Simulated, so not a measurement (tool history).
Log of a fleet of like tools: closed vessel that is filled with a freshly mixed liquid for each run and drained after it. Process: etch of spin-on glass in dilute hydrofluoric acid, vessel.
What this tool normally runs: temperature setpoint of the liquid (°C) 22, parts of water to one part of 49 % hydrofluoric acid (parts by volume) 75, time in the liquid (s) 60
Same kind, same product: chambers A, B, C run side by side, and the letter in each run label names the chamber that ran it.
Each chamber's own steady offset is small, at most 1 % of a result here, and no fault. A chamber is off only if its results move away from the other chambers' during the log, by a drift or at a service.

| run | day | temperature setpoint of the liquid (°C) | parts of water to one part of 49 % hydrofluoric acid (parts by volume) | time in the liquid (s) | hours since the thermometer was replaced | hours since the hydrofluoric acid flow meter was replaced | read-back film thickness of the spin-on glass reference wafer, read on the same gauge (nm) | thickness taken off the spin-on glass on a monitor wafer (Å) |
|---|---|---|---|---|---|---|---|---|
| 1A | 0.317 | 22 | 75 | 60 | 441 | 432.9 | 90.018 | 347.44 |
| 2B | 0.488 | 22 | 75 | 60 | 276.1 | 543.6 | 90.018 | 351.23 |
| 3C | 0.792 | 22 | 75 | 60 | 1428 | 307.7 | 90 | 346.99 |
| 4B | 1.067 | 22 | 75 | 60 | 290 | 557.5 | 89.985 | 349.31 |
| 5A | 1.246 | 26 | 75 | 60 | 463.3 | 455.2 | 90.001 | 405.76 |
| 6C | 1.442 | 26 | 75 | 60 | 1443.6 | 323.3 | 89.986 | 405.41 |
| 7A | 1.788 | 26 | 75 | 60 | 476.3 | 468.2 | 89.995 | 400.91 |
| 8B | 1.95 | 22 | 75 | 60 | 311.2 | 578.7 | 90.003 | 344.43 |
| 9C | 2.304 | 22 | 75 | 60 | 1464.3 | 344 | 90.018 | 345.29 |
| 10A | 2.638 | 22 | 75 | 60 | 496.7 | 488.6 | 89.995 | 347.61 |
| 11C | 2.942 | 22 | 75 | 60 | 1479.6 | 359.3 | 90.009 | 347.39 |
| 12B | 3.158 | 22 | 75 | 60 | 340.2 | 607.7 | 90.006 | 349.83 |
| 13B | 3.508 | 22 | 75 | 60 | 348.6 | 616.1 | 89.989 | 350.86 |
| 14C | 3.829 | 22 | 75 | 60 | 1500.9 | 380.6 | 90.005 | 345.3 |
| 15A | 4.125 | 22 | 75 | 60 | 532.4 | 524.3 | 89.984 | 349.34 |
| 16C | 4.479 | 22 | 75 | 60 | 1516.5 | 396.2 | 89.992 | 347.66 |
| 17B | 4.775 | 22 | 75 | 60 | 379 | 646.5 | 90.001 | 352.24 |
|  | 4.929 | chamber A: thermometer replaced |
| 18A | 5.05 | 25 | 90 | 60 | 2.9 | 546.5 | 90.022 | 318.9 |
| 19B | 5.367 | 25 | 90 | 60 | 393.2 | 660.7 | 90 | 320.56 |
| 20A | 5.554 | 25 | 90 | 60 | 15 | 558.6 | 89.979 | 319.58 |
| 21C | 5.879 | 22 | 75 | 60 | 1550.1 | 429.8 | 89.983 | 348.18 |
| 22B | 6.179 | 22 | 75 | 60 | 412.7 | 680.2 | 89.997 | 352.71 |
| 23C | 6.483 | 22 | 75 | 60 | 1564.6 | 444.3 | 90.013 | 346.06 |
| 24A | 6.692 | 22 | 75 | 60 | 42.3 | 585.9 | 89.985 | 343.51 |
| 25C | 6.888 | 22 | 75 | 60 | 1574.3 | 454 | 89.992 | 346.53 |
| 26A | 7.208 | 22 | 75 | 60 | 54.7 | 598.3 | 90.008 | 344.4 |
| 27B | 7.429 | 22 | 75 | 60 | 442.7 | 710.2 | 90.027 | 363.72 |
| 28B | 7.679 | 22 | 75 | 40 | 448.7 | 716.2 | 89.991 | 240.36 |
| 29A | 7.846 | 22 | 75 | 40 | 70 | 613.6 | 89.994 | 228.39 |
| 30C | 8.121 | 22 | 75 | 40 | 1603.9 | 483.6 | 90.002 | 229.9 |
| 31C | 8.475 | 22 | 75 | 60 | 1612.4 | 492.1 | 90.02 | 345.43 |
| 32A | 8.667 | 22 | 75 | 60 | 89.7 | 633.3 | 89.993 | 342.24 |
| 33B | 8.992 | 22 | 75 | 60 | 480.2 | 747.7 | 90.002 | 365.05 |
| 34B | 9.167 | 18 | 85 | 60 | 484.4 | 751.9 | 89.973 | 270.39 |
| 35C | 9.367 | 18 | 85 | 60 | 1633.8 | 513.5 | 90.005 | 255.11 |
| 36A | 9.6 | 18 | 85 | 60 | 112.1 | 655.7 | 89.991 | 254.26 |
| 37C | 9.858 | 22 | 75 | 60 | 1645.6 | 525.3 | 90.004 | 348.42 |
| 38B | 10.062 | 22 | 75 | 60 | 505.9 | 773.4 | 90.018 | 365.19 |
| 39A | 10.262 | 22 | 75 | 60 | 128 | 671.6 | 90.021 | 341.33 |
| 40A | 10.521 | 19 | 75 | 95 | 134.2 | 677.8 | 90.009 | 478.32 |
| 41B | 10.758 | 19 | 75 | 95 | 522.6 | 790.1 | 90.002 | 514.43 |
| 42C | 11.004 | 19 | 75 | 95 | 1673.1 | 552.8 | 89.987 | 480 |
| 43B | 11.204 | 22 | 75 | 60 | 533.3 | 800.8 | 90.003 | 373.25 |
| 44A | 11.396 | 22 | 75 | 60 | 155.2 | 698.8 | 90.013 | 344.89 |

Has any chamber moved away from the others, gradually or after a service, or does the common gauge drift, or do the chambers differ only by their own small steady offsets? State the chamber and the most likely cause if one applies.

Chamber B drifts away from the others.
What lies behind it: liquid hotter than its thermometer reads (K) = 2.
Not necessarily distinguishable in this log from: hydrofluoric acid flow above the setpoint (%).

Here are 4 candidates for chamber B's next run, each the usual settings with a change, their results left as question marks. Which one brings its results back in line with what the others give on the usual settings?
Counts as in line when no further than this from what the other chambers average on the usual settings: thickness taken off the spin-on glass on a monitor wafer (Å) 10
| 45B-1 | 11.65 | 22 | 75 | 55 |  |  |  | ? |
| 45B-2 | 11.65 | 26 | 75 | 60 |  |  |  | ? |
| 45B-3 | 11.65 | 18 | 75 | 60 |  |  |  | ? |
| 45B-4 | 11.65 | 22.5 | 70 | 60 |  |  |  | ? |

Usual-settings mean across the other chambers: thickness taken off the spin-on glass on a monitor wafer (Å) 344.96
| run | thickness taken off the spin-on glass on a monitor wafer (Å) |
|---|---|
| 45B-1 | 345.61 |
| 45B-2 | 441.36 |
| 45B-3 | 320.34 |
| 45B-4 | 414.87 |
Change 45B-1 lands the chamber within the allowed miss of the other chambers.
